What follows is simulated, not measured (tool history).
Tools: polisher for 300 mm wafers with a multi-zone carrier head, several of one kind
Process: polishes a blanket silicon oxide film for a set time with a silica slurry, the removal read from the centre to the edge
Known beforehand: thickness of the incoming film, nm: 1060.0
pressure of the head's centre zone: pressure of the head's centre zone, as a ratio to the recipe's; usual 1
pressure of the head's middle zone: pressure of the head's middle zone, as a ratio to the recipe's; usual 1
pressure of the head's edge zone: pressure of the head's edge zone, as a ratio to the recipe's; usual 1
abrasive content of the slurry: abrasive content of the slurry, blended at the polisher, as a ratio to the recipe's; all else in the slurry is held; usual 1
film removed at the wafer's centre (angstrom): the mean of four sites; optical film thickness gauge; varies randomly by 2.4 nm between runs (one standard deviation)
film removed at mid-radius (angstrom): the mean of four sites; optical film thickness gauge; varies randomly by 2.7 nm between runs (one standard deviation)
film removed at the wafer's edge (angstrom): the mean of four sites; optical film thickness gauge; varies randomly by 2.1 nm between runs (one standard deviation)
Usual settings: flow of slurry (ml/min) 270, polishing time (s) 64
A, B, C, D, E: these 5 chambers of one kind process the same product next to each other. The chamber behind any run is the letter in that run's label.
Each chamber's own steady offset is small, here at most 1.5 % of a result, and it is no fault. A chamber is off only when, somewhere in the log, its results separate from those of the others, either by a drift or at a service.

run,hour,flow of slurry (ml/min),pressure of the head's centre zone,pressure of the head's middle zone,pressure of the head's edge zone,abrasive content of the slurry,polishing time (s),film removed at the wafer's centre (angstrom),film removed at mid-radius (angstrom),film removed at the wafer's edge (angstrom)
# hour 5.4: chamber C: worn pad replaced by a new one
1C,7.8,270,1,1,1,1,64,2125.7,2036.5,2070.7
2B,16.1,270,1,1,1,1,64,2050.2,2073,2105
3A,22.5,270,1,1,1,1,64,2024.1,2102.1,2105.8
4E,28.2,270,1,1,1,1,64,2037.1,2093.8,2111.3
5D,34.1,270,1,1,1,1,64,2080.6,2107.1,2109.2
6E,42.3,270,1,1,1,1,64,2056.7,2037.1,2091
# hour 42.7: chamber B: worn pad replaced by a new one
7D,46.9,270,1,1,1,1,64,2083.6,2078,2120.1
8B,55.1,270,1,1,1,1,64,2034.2,2095,2055
9A,64.5,340,1,1,1,1,64,2081,2089.6,2107.1
# hour 67.5: chamber A: worn pad replaced by a new one
10C,69.7,340,1,1,1,1,64,2127.2,2111.7,2058.9
# hour 70.7: chamber D: worn pad replaced by a new one
# hour 71.8: chamber E: worn pad replaced by a new one
11E,75.2,340,1,1,1,1,64,2074.9,2084.6,2083.5
12A,82.9,340,1,1,1,1,64,2086.3,2138.9,2110.5
13B,91.6,340,1,1,1,1,64,2127.2,2160.8,2124.4
# hour 97.3: chamber E: centre zone pressure recalibrated
14C,100.3,270,1,1,1,1,64,2069.5,2096.6,2052.7
15D,109.1,270,1,1,1,1,64,2082.2,2097.2,2077
16B,114.2,270,1,1,1,1,64,2027,2057.9,2109.2
17E,122.8,270,1,1,1,1,64,2098.1,2054.1,2035.1
# hour 126.6: chamber C: worn pad replaced by a new one
18A,131.9,270,1,1,1,1,64,2057.9,2077.3,2102
19D,140.1,270,1,1,1,1,64,2065.1,2137.1,2098.3
# hour 140.6: chamber E: edge zone pressure recalibrated
20C,147.8,270,1,1,1,1,64,2086,2091.3,2023.9
21E,152.2,270,1,1,1,1,64,2018.8,2110.7,2034.6
22A,158.2,270,1,1,1,1,64,2007.3,2120,2053.8
23D,163.8,270,1,1,1,1,64,2064.8,2126.1,2067.1
# hour 165.4: chamber D: worn pad replaced by a new one
24C,170.9,270,1,1,1,1,64,2104.3,2021.3,2066.3
25B,177.3,270,1,1,1,1,64,2066.9,2071.4,2051.8
26D,182.6,270,1,1,1,1,64,2110,2076.8,2106.8
27C,191,270,1,1,1,0.85,64,1931.5,1877.1,1927.5
# hour 195.3: chamber B: worn pad replaced by a new one
28A,195.9,270,1,1,1,0.85,64,1850,1888.9,1899.2
29E,202.4,270,1,1,1,0.85,64,1882.3,1924.2,1936.5
# hour 203.8: chamber A: worn pad replaced by a new one
30B,211.3,270,1,1,1,0.85,64,1953.7,1946.5,1891.4
31A,216.5,270,1,1,1,0.85,64,1890.3,1905.8,1939.8
# hour 217.7: chamber E: worn pad replaced by a new one
32E,221.2,270,1,1,1,0.75,74,2105.6,2098.9,2060.8
33D,227.9,270,1,1,1,0.75,74,2076.1,2101.3,2104.3
34C,236.3,270,1,1,1,0.75,74,2087.8,2036.5,2056.3
35B,243.8,270,1,1,1,0.75,74,2086.4,2094.1,2086.6
# hour 247.5: chamber C: worn pad replaced by a new one
36E,251.4,270,1,1,1,0.75,74,2054.4,2088.2,2108.2
37C,259.1,270,1,1,1,1,64,2091.9,2042.3,2082.2
38A,267.3,270,1,1,1,1,64,2057.6,2087.8,2078.7

One chamber off, gauge drift, or nothing amiss beyond the chambers' own small offsets? If it is a chamber, which one, and what is the likeliest cause?

Beyond each chamber's small constant offset nothing stands out, and the gauge stays steady.
